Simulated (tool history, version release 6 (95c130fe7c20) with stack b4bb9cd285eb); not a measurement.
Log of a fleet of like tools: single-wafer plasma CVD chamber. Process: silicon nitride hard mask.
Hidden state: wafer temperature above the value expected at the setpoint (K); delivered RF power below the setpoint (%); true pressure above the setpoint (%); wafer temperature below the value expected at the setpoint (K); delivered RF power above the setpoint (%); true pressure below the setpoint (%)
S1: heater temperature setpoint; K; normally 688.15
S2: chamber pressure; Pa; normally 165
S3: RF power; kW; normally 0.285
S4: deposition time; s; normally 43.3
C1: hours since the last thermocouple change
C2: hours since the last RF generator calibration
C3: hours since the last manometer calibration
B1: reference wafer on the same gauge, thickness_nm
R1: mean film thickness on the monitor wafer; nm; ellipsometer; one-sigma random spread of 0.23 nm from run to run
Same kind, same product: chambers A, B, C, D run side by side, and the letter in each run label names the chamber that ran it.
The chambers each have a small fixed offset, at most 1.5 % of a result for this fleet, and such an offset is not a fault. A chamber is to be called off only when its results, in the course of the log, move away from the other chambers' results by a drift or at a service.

| run | hour | S1 | S2 | S3 | S4 | C1 | C2 | C3 | B1 | R1 |
|---|---|---|---|---|---|---|---|---|---|---|
| 1C | 6.2 | 688.15 | 165 | 0.285 | 43.3 | 706.1 | 1676.2 | 112.8 | 38.510 | 44.332 |
| 2B | 15.3 | 688.15 | 165 | 0.285 | 43.3 | 404.8 | 1296.7 | 39.7 | 38.513 | 43.617 |
|  | 16.1 | chamber C: RF generator calibrated |
| 3A | 22.0 | 688.15 | 165 | 0.285 | 43.3 | 599.0 | 1318.9 | 478.8 | 38.503 | 43.872 |
| 4D | 30.6 | 688.15 | 165 | 0.285 | 43.3 | 357.0 | 689.1 | 1513.7 | 38.434 | 44.239 |
| 5D | 38.8 | 688.15 | 165 | 0.285 | 43.3 | 365.2 | 697.3 | 1521.9 | 38.497 | 43.743 |
| 6A | 45.7 | 688.15 | 165 | 0.285 | 43.3 | 622.7 | 1342.6 | 502.5 | 38.422 | 44.002 |
| 7B | 50.9 | 688.15 | 165 | 0.285 | 43.3 | 440.4 | 1332.3 | 75.3 | 38.496 | 44.145 |
| 8C | 59.3 | 688.15 | 165 | 0.285 | 43.3 | 759.2 | 43.2 | 165.9 | 38.468 | 44.543 |
| 9A | 66.2 | 682.15 | 165 | 0.285 | 47.3 | 643.2 | 1363.1 | 523.0 | 38.499 | 48.195 |
| 10D | 72.7 | 682.15 | 165 | 0.285 | 47.3 | 399.1 | 731.2 | 1555.8 | 38.506 | 47.588 |
| 11C | 78.5 | 682.15 | 165 | 0.285 | 47.3 | 778.4 | 62.4 | 185.1 | 38.480 | 48.723 |
| 12B | 88.4 | 682.15 | 165 | 0.285 | 47.3 | 477.9 | 1369.8 | 112.8 | 38.445 | 48.107 |
| 13C | 98.1 | 688.15 | 165 | 0.285 | 43.3 | 798.0 | 82.0 | 204.7 | 38.485 | 44.564 |
| 14A | 104.2 | 688.15 | 165 | 0.285 | 43.3 | 681.2 | 1401.1 | 561.0 | 38.523 | 43.580 |
| 15D | 110.4 | 688.15 | 165 | 0.285 | 43.3 | 436.8 | 768.9 | 1593.5 | 38.505 | 44.023 |
| 16B | 117.7 | 688.15 | 165 | 0.285 | 43.3 | 507.2 | 1399.1 | 142.1 | 38.540 | 44.365 |
| 17A | 122.3 | 688.15 | 165 | 0.285 | 43.3 | 699.3 | 1419.2 | 579.1 | 38.496 | 43.523 |
| 18B | 126.9 | 688.15 | 165 | 0.285 | 43.3 | 516.4 | 1408.3 | 151.3 | 38.517 | 43.802 |
| 19D | 137.0 | 688.15 | 165 | 0.265 | 43.3 | 463.4 | 795.5 | 1620.1 | 38.419 | 41.842 |
| 20C | 146.2 | 688.15 | 165 | 0.265 | 43.3 | 846.1 | 130.1 | 252.8 | 38.495 | 42.176 |
| 21D | 154.3 | 688.15 | 165 | 0.265 | 43.3 | 480.7 | 812.8 | 1637.4 | 38.500 | 41.736 |
| 22B | 164.1 | 688.15 | 165 | 0.265 | 43.3 | 553.6 | 1445.5 | 188.5 | 38.502 | 41.823 |
| 23A | 172.3 | 688.15 | 165 | 0.285 | 43.3 | 749.3 | 1469.2 | 629.1 | 38.477 | 43.557 |
| 24C | 176.9 | 688.15 | 165 | 0.285 | 43.3 | 876.8 | 160.8 | 283.5 | 38.500 | 44.496 |
| 25C | 182.2 | 688.15 | 165 | 0.285 | 43.3 | 882.1 | 166.1 | 288.8 | 38.545 | 44.156 |
| 26B | 191.1 | 688.15 | 165 | 0.285 | 43.3 | 580.6 | 1472.5 | 215.5 | 38.538 | 43.972 |
| 27A | 197.1 | 688.15 | 165 | 0.285 | 43.3 | 774.1 | 1494.0 | 653.9 | 38.451 | 44.232 |
| 28D | 206.2 | 688.15 | 165 | 0.285 | 43.3 | 532.6 | 864.7 | 1689.3 | 38.454 | 43.778 |
| 29C | 216.2 | 688.15 | 148 | 0.305 | 43.3 | 916.1 | 200.1 | 322.8 | 38.493 | 44.553 |
| 30D | 224.1 | 688.15 | 148 | 0.305 | 43.3 | 550.5 | 882.6 | 1707.2 | 38.497 | 44.529 |
| 31A | 234.2 | 688.15 | 148 | 0.305 | 43.3 | 811.2 | 1531.1 | 691.0 | 38.480 | 44.008 |
| 32B | 240.9 | 688.15 | 148 | 0.305 | 43.3 | 630.4 | 1522.3 | 265.3 | 38.485 | 44.327 |
| 33D | 247.7 | 688.15 | 165 | 0.285 | 43.3 | 574.1 | 906.2 | 1730.8 | 38.510 | 43.457 |
| 34A | 256.5 | 688.15 | 165 | 0.285 | 49.0 | 833.5 | 1553.4 | 713.3 | 38.488 | 49.447 |
| 35C | 264.8 | 688.15 | 165 | 0.285 | 49.0 | 964.7 | 248.7 | 371.4 | 38.459 | 50.277 |
| 36B | 270.0 | 688.15 | 165 | 0.285 | 49.0 | 659.5 | 1551.4 | 294.4 | 38.489 | 49.502 |
| 37C | 279.3 | 688.15 | 165 | 0.285 | 49.0 | 979.2 | 263.2 | 385.9 | 38.509 | 50.333 |
| 38D | 288.1 | 688.15 | 165 | 0.285 | 43.3 | 614.5 | 946.6 | 1771.2 | 38.476 | 43.740 |
| 39A | 296.1 | 688.15 | 165 | 0.285 | 43.3 | 873.1 | 1593.0 | 752.9 | 38.550 | 43.778 |
| 40B | 306.4 | 688.15 | 165 | 0.285 | 43.3 | 695.9 | 1587.8 | 330.8 | 38.534 | 43.835 |
| 41B | 313.5 | 688.15 | 165 | 0.285 | 43.3 | 703.0 | 1594.9 | 337.9 | 38.474 | 44.003 |
| 42C | 318.8 | 688.15 | 165 | 0.285 | 43.3 | 1018.7 | 302.7 | 425.4 | 38.509 | 44.176 |
| 43A | 325.8 | 688.15 | 165 | 0.285 | 43.3 | 902.8 | 1622.7 | 782.6 | 38.519 | 43.973 |
| 44D | 330.3 | 688.15 | 165 | 0.285 | 43.3 | 656.7 | 988.8 | 1813.4 | 38.486 | 43.840 |

Is one chamber off against the others, does the gauge drift, or is nothing wrong? If a chamber is off, say which, and what the likeliest cause is.

No chamber is off and the gauge is stable; the differences are just each chamber's small, constant offset.
